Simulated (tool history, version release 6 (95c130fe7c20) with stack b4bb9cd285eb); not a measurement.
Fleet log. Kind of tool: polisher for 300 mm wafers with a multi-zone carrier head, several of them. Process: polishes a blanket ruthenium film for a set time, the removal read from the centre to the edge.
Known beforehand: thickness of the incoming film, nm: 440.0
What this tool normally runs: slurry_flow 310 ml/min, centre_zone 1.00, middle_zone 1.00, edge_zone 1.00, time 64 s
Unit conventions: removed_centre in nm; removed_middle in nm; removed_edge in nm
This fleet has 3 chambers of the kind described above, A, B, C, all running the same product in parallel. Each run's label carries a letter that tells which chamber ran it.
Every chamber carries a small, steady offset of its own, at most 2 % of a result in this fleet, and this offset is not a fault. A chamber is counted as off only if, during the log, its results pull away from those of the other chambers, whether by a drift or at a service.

| run | hour | slurry_flow | centre_zone | middle_zone | edge_zone | time | removed_centre | removed_middle | removed_edge |
|---|---|---|---|---|---|---|---|---|---|
| 1A | 5.1 | 310 | 1.00 | 1.00 | 1.00 | 64 | 80.679 | 81.861 | 83.894 |
|  | 8.3 | chamber B: worn pad replaced by a new one |
| 2B | 10.5 | 310 | 1.00 | 1.00 | 1.00 | 64 | 81.711 | 81.033 | 82.536 |
| 3C | 18.6 | 310 | 1.00 | 1.00 | 1.00 | 64 | 82.899 | 81.787 | 82.759 |
| 4B | 25.6 | 310 | 1.00 | 1.00 | 1.00 | 64 | 82.458 | 81.716 | 79.375 |
| 5C | 34.6 | 310 | 1.00 | 1.00 | 1.00 | 64 | 81.618 | 82.813 | 82.709 |
|  | 39.0 | chamber C: worn pad replaced by a new one |
| 6A | 44.1 | 310 | 1.00 | 1.00 | 1.00 | 64 | 82.571 | 83.090 | 82.346 |
| 7A | 51.6 | 310 | 1.00 | 0.92 | 1.00 | 64 | 82.945 | 76.489 | 82.881 |
| 8C | 56.2 | 310 | 1.00 | 0.92 | 1.00 | 64 | 81.555 | 75.276 | 82.947 |
| 9B | 61.4 | 310 | 1.00 | 0.92 | 1.00 | 64 | 84.340 | 75.863 | 80.775 |
| 10B | 69.8 | 310 | 1.00 | 1.00 | 1.00 | 64 | 82.855 | 82.210 | 81.887 |
|  | 79.2 | chamber B: worn pad replaced by a new one |
| 11A | 79.7 | 310 | 1.00 | 1.00 | 1.00 | 64 | 81.714 | 81.915 | 83.163 |
|  | 80.6 | chamber A: worn pad replaced by a new one |
|  | 83.9 | chamber A: edge zone pressure recalibrated |
| 12C | 86.6 | 310 | 1.00 | 1.00 | 1.00 | 64 | 80.612 | 82.308 | 81.500 |
|  | 88.7 | chamber C: worn pad replaced by a new one |
| 13C | 94.9 | 310 | 0.89 | 1.00 | 0.89 | 64 | 73.286 | 80.999 | 77.987 |
| 14B | 99.4 | 310 | 0.89 | 1.00 | 0.89 | 64 | 72.387 | 81.555 | 77.482 |
| 15A | 107.9 | 310 | 0.89 | 1.00 | 0.89 | 64 | 72.846 | 82.430 | 76.551 |
| 16C | 117.3 | 310 | 1.00 | 1.00 | 1.00 | 64 | 83.305 | 82.689 | 84.278 |
|  | 121.9 | chamber B: slurry nozzle cleaned |
| 17B | 127.1 | 310 | 1.00 | 1.00 | 1.00 | 64 | 82.603 | 82.371 | 81.331 |
|  | 131.8 | chamber C: worn pad replaced by a new one |
| 18A | 136.5 | 310 | 1.00 | 1.00 | 1.00 | 64 | 80.736 | 82.800 | 83.206 |
| 19A | 146.1 | 310 | 1.00 | 1.00 | 1.00 | 64 | 82.723 | 82.088 | 82.522 |
|  | 150.3 | chamber B: worn pad replaced by a new one |
| 20C | 155.2 | 310 | 1.00 | 1.00 | 1.00 | 64 | 85.757 | 83.176 | 83.320 |
| 21B | 164.3 | 310 | 1.00 | 1.00 | 1.00 | 64 | 84.809 | 83.903 | 83.585 |
| 22C | 169.6 | 310 | 1.00 | 1.00 | 1.00 | 64 | 85.921 | 83.043 | 82.282 |
|  | 173.7 | chamber C: worn pad replaced by a new one |
| 23A | 178.3 | 310 | 1.00 | 0.89 | 1.00 | 74 | 95.141 | 86.799 | 95.162 |
|  | 179.6 | chamber A: worn pad replaced by a new one |
| 24B | 182.6 | 310 | 1.00 | 0.89 | 1.00 | 74 | 95.448 | 85.640 | 92.988 |
| 25B | 188.5 | 310 | 1.00 | 0.89 | 1.00 | 74 | 97.361 | 86.226 | 95.671 |
|  | 189.7 | chamber B: centre zone pressure recalibrated |
| 26C | 198.0 | 310 | 1.00 | 1.00 | 1.00 | 64 | 87.079 | 82.928 | 84.779 |
| 27A | 207.7 | 250 | 1.00 | 1.00 | 1.00 | 64 | 80.746 | 80.814 | 82.200 |
| 28B | 213.4 | 250 | 1.00 | 1.00 | 1.00 | 64 | 79.738 | 79.483 | 81.017 |
|  | 213.6 | chamber C: edge zone pressure recalibrated |
|  | 214.0 | chamber C: worn pad replaced by a new one |
| 29C | 223.2 | 250 | 1.00 | 1.00 | 1.00 | 64 | 87.829 | 80.870 | 83.541 |

Is one chamber off against the others, does the gauge drift, or is nothing wrong? If a chamber is off, say which, and what the likeliest cause is.

Chamber C drifts away from the others.
Most likely cause: centre zone's pressure above its setpoint, % = 8.78.

Chamber C could run next with any of the 4 candidate recipes listed below; each alters the usual settings, and their results appear as question marks. Which one brings its results back in line with what the other chambers deliver on the usual settings?
A result is in line if it is within this distance of the other chambers' mean on the usual settings: removed_centre 2.500 nm; removed_middle 2.600 nm; removed_edge 2.900 nm
| 30C-1 | 230.2 | 305 | 0.90 | 1.04 | 1.02 | 62 | ? | ? | ? |
| 30C-2 | 230.2 | 315 | 1.10 | 0.96 | 0.98 | 66 | ? | ? | ? |
| 30C-3 | 230.2 | 305 | 0.94 | 1.02 | 1.01 | 63 | ? | ? | ? |
| 30C-4 | 230.2 | 315 | 1.06 | 0.98 | 0.99 | 65 | ? | ? | ? |

Average result of the remaining chambers running the usual settings: removed_centre 82.437 nm; removed_middle 82.455 nm; removed_edge 82.349 nm
| run | removed_centre | removed_middle | removed_edge |
|---|---|---|---|
| 30C-1 | 76.993 | 82.488 | 81.834 |
| 30C-2 | 102.010 | 81.750 | 85.595 |
| 30C-3 | 81.997 | 82.317 | 82.746 |
| 30C-4 | 96.576 | 82.063 | 84.722 |
Change 30C-3 lands the chamber within the allowed miss of the other chambers.
